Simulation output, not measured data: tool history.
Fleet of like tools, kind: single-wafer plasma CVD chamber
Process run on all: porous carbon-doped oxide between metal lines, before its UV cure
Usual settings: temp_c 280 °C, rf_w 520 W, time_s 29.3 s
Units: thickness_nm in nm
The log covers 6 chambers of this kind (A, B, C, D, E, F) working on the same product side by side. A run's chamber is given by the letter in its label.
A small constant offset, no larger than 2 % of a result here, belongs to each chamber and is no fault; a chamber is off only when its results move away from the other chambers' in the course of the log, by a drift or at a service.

run	day	temp_c	rf_w	time_s	read-back reference wafer on the same gauge, thickness_nm	thickness_nm
1D	0.204	280	520	29.3	209.80	180.34
2B	0.408	280	520	29.3	209.98	179.97
3A	0.692	280	520	29.3	210.23	185.91
4C	0.950	280	520	29.3	210.12	181.11
5E	1.108	280	520	29.3	209.92	181.34
# day 1.192: chamber F: thermocouple changed; heater temperature recalibrated
6F	1.362	280	520	29.3	210.01	181.80
7E	1.621	280	520	29.3	210.10	181.29
8A	1.842	280	520	29.3	210.17	182.35
9C	2.112	280	520	29.3	210.18	181.91
10F	2.367	280	520	29.3	210.08	183.36
11B	2.675	280	520	29.3	209.76	182.40
12D	2.892	280	520	29.3	209.86	180.49
13E	3.229	280	520	29.3	210.01	181.02
14D	3.475	280	520	29.3	209.94	180.88
15C	3.629	280	520	29.3	209.83	182.47
16B	3.858	280	520	29.3	210.12	181.97
17F	4.150	280	520	29.3	210.00	183.70
18A	4.308	280	520	29.3	209.95	185.06
19D	4.488	280	520	29.3	210.01	179.00
20F	4.733	280	520	29.3	209.82	185.84
21E	4.971	280	520	29.3	210.09	180.97
22B	5.279	280	520	29.3	209.72	179.97
23A	5.533	280	520	29.3	210.13	184.29
# day 5.608: chamber A: thermocouple changed; heater temperature recalibrated
24C	5.808	280	520	29.3	210.22	182.48
25F	6.092	280	520	29.3	210.28	183.82
26B	6.325	280	520	29.3	210.23	182.45
27C	6.658	273	520	26.7	210.07	172.64
28A	6.888	273	520	26.7	209.97	176.27
29D	7.229	273	520	26.7	210.15	172.08
30E	7.388	273	520	26.7	209.73	173.92
31E	7.692	273	520	26.7	209.76	172.60
32D	8.008	273	520	26.7	209.98	173.12
33B	8.288	268	520	25.5	209.63	173.04
34C	8.496	268	520	25.5	209.86	171.13
35A	8.738	268	520	25.5	210.09	174.33
36F	9.008	268	520	25.5	209.98	173.03
37C	9.238	268	520	25.5	209.82	171.50
38F	9.429	268	520	25.5	209.95	174.44
39D	9.688	280	520	29.3	209.74	179.99

The same settings go to every chamber for the next run, one line per chamber below. Forecast the results for each:
40A	9.933	280	520	29.3		?
40B	9.933	280	520	29.3		?
40C	9.933	280	520	29.3		?
40D	9.933	280	520	29.3		?
40E	9.933	280	520	29.3		?
40F	9.933	280	520	29.3		?

run	thickness_nm
40A	184.36
40B	180.72
40C	180.88
40D	180.88
40E	179.27
40F	185.95
